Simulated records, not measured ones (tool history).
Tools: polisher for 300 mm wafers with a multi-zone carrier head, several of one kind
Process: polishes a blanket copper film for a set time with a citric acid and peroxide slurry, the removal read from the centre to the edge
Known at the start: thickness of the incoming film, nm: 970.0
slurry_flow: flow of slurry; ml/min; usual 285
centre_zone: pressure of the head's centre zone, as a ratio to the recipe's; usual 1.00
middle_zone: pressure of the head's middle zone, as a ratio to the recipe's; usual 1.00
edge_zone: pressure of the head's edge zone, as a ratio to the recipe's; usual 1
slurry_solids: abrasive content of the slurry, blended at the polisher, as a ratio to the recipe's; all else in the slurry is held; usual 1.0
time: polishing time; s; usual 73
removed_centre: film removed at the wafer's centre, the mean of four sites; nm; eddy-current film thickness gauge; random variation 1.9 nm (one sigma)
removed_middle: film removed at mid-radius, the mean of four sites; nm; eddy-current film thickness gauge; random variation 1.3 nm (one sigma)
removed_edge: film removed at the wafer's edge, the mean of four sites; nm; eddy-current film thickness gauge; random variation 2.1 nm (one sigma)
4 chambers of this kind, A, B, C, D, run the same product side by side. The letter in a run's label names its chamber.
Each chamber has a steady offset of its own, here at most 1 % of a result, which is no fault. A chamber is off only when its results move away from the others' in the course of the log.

run,hour,slurry_flow,centre_zone,middle_zone,edge_zone,slurry_solids,time,wafers polished on this pad,hours since the slurry nozzle was cleaned,hours since the centre zone pressure was calibrated,hours since the edge zone pressure was calibrated,removed_centre,removed_middle,removed_edge
1B,6.6,285,1.00,1.00,1,1.0,73,389,434.7,342.4,385.4,146.19,145.48,149.12
2A,17.2,285,1.00,1.00,1,1.0,73,533,147.5,480.2,290.9,146.51,147.86,142.98
# hour 20.7: chamber C: slurry nozzle cleaned
3C,28.2,285,1.00,1.00,1,1.0,73,666,7.6,355.9,473.2,145.83,147.36,145.03
# hour 40.9: chamber D: worn pad replaced by a new one
4D,41.0,285,1.00,1.00,1,1.0,73,1,251.1,624.8,740.3,148.47,146.20,145.06
# hour 42.2: chamber A: worn pad replaced by a new one
5B,54.1,285,1.00,1.00,1,1.2,86,701,482.2,389.9,432.9,176.12,180.63,180.12
6C,61.8,285,1.00,1.00,1,1.2,86,887,41.2,389.5,506.8,178.13,180.02,176.90
7A,75.1,285,1.00,1.00,1,1.2,86,216,205.4,538.1,348.8,178.96,180.75,177.21
8D,86.5,285,1.00,1.00,1,1.2,86,300,296.6,670.3,785.8,178.24,175.75,178.78
# hour 91.7: chamber B: slurry nozzle cleaned
9A,94.7,285,1.00,1.00,1,1.0,73,345,225.0,557.7,368.4,144.28,146.84,146.36
10D,102.2,285,1.00,1.00,1,1.0,73,403,312.3,686.0,801.5,144.59,146.25,139.53
# hour 113.1: chamber B: worn pad replaced by a new one
11C,114.6,285,1.00,1.00,1,1.0,73,1234,94.0,442.3,559.6,145.41,145.73,143.25
12B,121.8,285,1.00,1.00,1,1.0,73,57,30.1,457.6,500.6,146.12,143.80,148.59
# hour 124.7: chamber D: centre zone pressure recalibrated
13B,130.4,345,0.93,1.00,1,1.0,73,113,38.7,466.2,509.2,138.43,149.29,146.84
# hour 130.6: chamber D: worn pad replaced by a new one
# hour 136.1: chamber A: worn pad replaced by a new one
14C,138.7,345,0.93,1.00,1,1.0,73,1392,118.1,466.4,583.7,137.17,149.75,147.39
15A,148.6,345,0.93,1.00,1,1.0,73,82,278.9,611.6,422.3,137.66,146.73,148.41
16D,155.3,345,0.93,1.00,1,1.0,73,162,365.4,30.6,854.6,136.93,148.07,150.15
17B,168.7,285,1.00,1.00,1,1.0,73,365,77.0,504.5,547.5,147.17,146.84,146.42
# hour 177.2: chamber C: worn pad replaced by a new one
18D,179.8,285,1.00,1.00,1,1.0,73,323,389.9,55.1,879.1,145.08,143.44,145.84
19C,190.1,285,1.00,1.00,1,1.0,73,85,169.5,517.8,635.1,148.28,149.16,145.78
20A,196.9,285,1.00,1.00,1,1.0,73,399,327.2,659.9,470.6,145.88,146.14,146.33
21A,206.8,285,1.00,1.00,1,1.0,73,465,337.1,669.8,480.5,143.67,147.83,148.04
22C,213.4,285,1.00,1.00,1,1.0,73,238,192.8,541.1,658.4,147.27,146.44,145.37
23D,221.5,285,1.00,1.00,1,1.0,73,598,431.6,96.8,920.8,144.14,145.76,146.77
# hour 224.4: chamber D: worn pad replaced by a new one
24B,235.4,285,1.00,1.00,1,1.2,73,804,143.7,571.2,614.2,155.86,153.38,155.49
# hour 238.1: chamber A: worn pad replaced by a new one
# hour 244.6: chamber B: worn pad replaced by a new one
25C,250.0,285,1.00,1.00,1,1.2,73,479,229.4,577.7,695.0,153.82,152.74,150.83
26D,263.6,285,1.00,1.00,1,1.2,73,258,473.7,138.9,962.9,150.67,149.60,154.15
# hour 266.8: chamber C: slurry nozzle cleaned
27A,274.9,285,1.00,1.00,1,1.2,73,242,405.2,737.9,548.6,151.12,152.10,150.49
28B,289.5,285,1.00,1.00,1,1.0,73,295,197.8,625.3,668.3,156.85,148.58,145.44
29B,301.3,325,1.00,1.11,1,1.0,73,373,209.6,637.1,680.1,161.23,163.63,148.33
# hour 309.3: chamber D: worn pad replaced by a new one
30C,313.8,325,1.00,1.11,1,1.0,73,898,47.1,641.5,758.8,151.34,163.76,147.22
# hour 323.0: chamber D: slurry nozzle cleaned
31A,327.3,325,1.00,1.11,1,1.0,73,586,457.6,790.3,601.0,145.53,161.60,144.26
32D,335.5,325,1.00,1.11,1,1.0,73,172,12.6,210.8,1034.8,149.58,159.30,141.33

What goes on in this fleet: one chamber off, a drifting gauge, or nothing beyond the chambers' own small offsets? Name the chamber and the cause, if any.

Chamber B drifts away from the others.
Cause: centre zone's pressure above its setpoint, % = 6.9.

Here are 4 candidates for chamber B's next run, each the usual settings with a change, their results left as question marks. Which one brings its results back in line with what the others give on the usual settings?
In line means no further than this from the other chambers' mean on the usual settings: removed_centre 6.50 nm; removed_middle 4.40 nm; removed_edge 7.40 nm
33B-1,346.2,290,1.05,0.99,0.98,1.0,74,,,,,?,?,?
33B-2,346.2,280,0.95,1.01,1.02,1.0,72,,,,,?,?,?
33B-3,346.2,275,0.89,1.02,1.04,1.0,71,,,,,?,?,?
33B-4,346.2,295,1.11,0.98,0.96,1.0,75,,,,,?,?,?

The other chambers' mean on the usual settings: removed_centre 145.44 nm; removed_middle 145.64 nm; removed_edge 144.97 nm
run,removed_centre,removed_middle,removed_edge
33B-1,166.11,147.59,145.93
33B-2,144.57,145.79,144.54
33B-3,132.57,144.83,143.78
33B-4,178.99,148.42,146.56
33B-2 brings the chamber back in line.
